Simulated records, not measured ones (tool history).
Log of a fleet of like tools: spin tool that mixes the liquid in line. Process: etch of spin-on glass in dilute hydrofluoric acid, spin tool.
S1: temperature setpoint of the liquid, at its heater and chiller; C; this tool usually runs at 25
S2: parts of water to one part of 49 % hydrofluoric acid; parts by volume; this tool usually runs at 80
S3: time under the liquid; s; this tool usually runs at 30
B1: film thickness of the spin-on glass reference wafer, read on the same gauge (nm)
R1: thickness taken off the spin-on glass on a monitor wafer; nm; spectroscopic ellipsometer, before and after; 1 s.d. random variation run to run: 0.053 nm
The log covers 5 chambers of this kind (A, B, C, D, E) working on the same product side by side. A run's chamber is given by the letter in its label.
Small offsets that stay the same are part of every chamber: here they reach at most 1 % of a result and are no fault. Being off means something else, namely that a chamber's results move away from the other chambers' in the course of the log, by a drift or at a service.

At hour 9.2: chamber C: hydrofluoric acid flow meter replaced.
Run 1B, hour 12.0: usual settings; B1 129.97. Result: R1 14.086 nm.
Run 2E, hour 21.3: usual settings; B1 130.02. Result: R1 14.288 nm.
Run 3D, hour 28.7: usual settings; B1 130.01. Result: R1 14.090 nm.
Run 4A, hour 38.7: usual settings; B1 130.01. Result: R1 14.218 nm.
Run 5C, hour 45.2: usual settings but S3 50 s; B1 130.03. Result: R1 23.647 nm.
Run 6E, hour 58.1: usual settings but S3 50 s; B1 129.97. Result: R1 23.863 nm.
Run 7D, hour 64.6: usual settings but S3 50 s; B1 129.99. Result: R1 23.271 nm.
Run 8C, hour 72.5: usual settings but S3 50 s; B1 130.03. Result: R1 23.493 nm.
Run 9A, hour 83.8: usual settings but S3 50 s; B1 130.04. Result: R1 23.593 nm.
Run 10B, hour 93.0: usual settings; B1 130.03. Result: R1 14.010 nm.
Run 11D, hour 104.0: usual settings; B1 130.01. Result: R1 14.129 nm.
Run 12C, hour 113.4: usual settings; B1 129.99. Result: R1 14.138 nm.
Run 13B, hour 120.6: usual settings; B1 129.99. Result: R1 13.993 nm.
Run 14E, hour 127.9: usual settings; B1 130.02. Result: R1 14.235 nm.
Run 15A, hour 135.3: usual settings; B1 129.98. Result: R1 14.190 nm.
Run 16E, hour 143.8: usual settings but S2 60 parts by volume, S3 45 s; B1 129.98. Result: R1 29.367 nm.
Run 17B, hour 149.8: usual settings but S2 60 parts by volume, S3 45 s; B1 130.02. Result: R1 28.939 nm.
Run 18C, hour 158.2: usual settings but S2 60 parts by volume, S3 45 s; B1 129.98. Result: R1 29.222 nm.
Run 19A, hour 166.0: usual settings but S2 60 parts by volume, S3 45 s; B1 129.98. Result: R1 28.816 nm.
Run 20D, hour 179.0: usual settings but S2 60 parts by volume, S3 45 s; B1 130.01. Result: R1 29.109 nm.
Run 21C, hour 188.6: usual settings; B1 130.04. Result: R1 14.138 nm.
Run 22E, hour 201.1: usual settings; B1 130.01. Result: R1 14.194 nm.
At hour 210.1: chamber B: hydrofluoric acid flow meter replaced.
Run 23A, hour 210.7: usual settings but S1 21 C, S3 50 s; B1 129.99. Result: R1 20.072 nm.
Run 24D, hour 222.3: usual settings but S1 21 C, S3 50 s; B1 129.99. Result: R1 20.207 nm.
Run 25B, hour 233.9: usual settings but S1 21 C, S3 50 s; B1 129.99. Result: R1 20.139 nm.
Run 26E, hour 244.1: usual settings but S1 21 C, S3 50 s; B1 130.00. Result: R1 20.162 nm.
Run 27C, hour 254.5: usual settings but S1 21 C, S3 50 s; B1 130.00. Result: R1 20.234 nm.
Run 28D, hour 267.1: usual settings; B1 129.97. Result: R1 14.329 nm.
Run 29B, hour 279.7: usual settings; B1 130.02. Result: R1 14.202 nm.
Run 30A, hour 286.6: usual settings; B1 130.02. Result: R1 14.211 nm.
Run 31A, hour 299.0: usual settings; B1 130.00. Result: R1 14.181 nm.
Run 32D, hour 312.5: usual settings; B1 130.00. Result: R1 14.261 nm.
Run 33E, hour 320.9: usual settings; B1 129.99. Result: R1 14.324 nm.
At hour 321.1: chamber E: thermometer replaced.
Run 34B, hour 331.5: usual settings; B1 129.99. Result: R1 14.123 nm.
Run 35C, hour 337.9: usual settings; B1 130.01. Result: R1 14.231 nm.
Run 36D, hour 345.4: usual settings; B1 129.99. Result: R1 14.441 nm.
Run 37E, hour 351.4: usual settings; B1 129.99. Result: R1 14.309 nm.
Run 38B, hour 363.3: usual settings but S2 90 parts by volume, S3 40 s; B1 129.98. Result: R1 16.603 nm.
Run 39C, hour 372.5: usual settings but S2 90 parts by volume, S3 40 s; B1 130.02. Result: R1 16.555 nm.

Does one chamber stand apart from the rest, does the shared gauge drift, or is all well apart from small per-chamber offsets? Give the chamber and the most likely cause, where there is one.

One chamber, D, drifts off from the rest bit by bit.
Most likely cause: liquid hotter than its thermometer reads (K) = 0.746.
The log may not tell that from: hydrofluoric acid flow above the setpoint (%).

Below are 4 candidate recipes for chamber D's next run, each the usual settings with a change, their results shown as question marks. Which of them brings D's results back in line with what the other chambers give on the usual settings?
A result is in line if it is within this distance of the other chambers' mean on the usual settings: R1 0.180 nm
Run 40D-1, hour 382.4: usual settings but S1 26.0 C. Result: R1 ?.
Run 40D-2, hour 382.4: usual settings but S1 25.5 C. Result: R1 ?.
Run 40D-3, hour 382.4: usual settings but S1 24.5 C. Result: R1 ?.
Run 40D-4, hour 382.4: usual settings but S1 24.0 C. Result: R1 ?.

Usual-settings mean across the other chambers: R1 14.206 nm
  run      R1
40D-1  15.083
40D-2  14.795
40D-3  14.221
40D-4  13.940
40D-3 puts the chamber back in line with the other chambers.
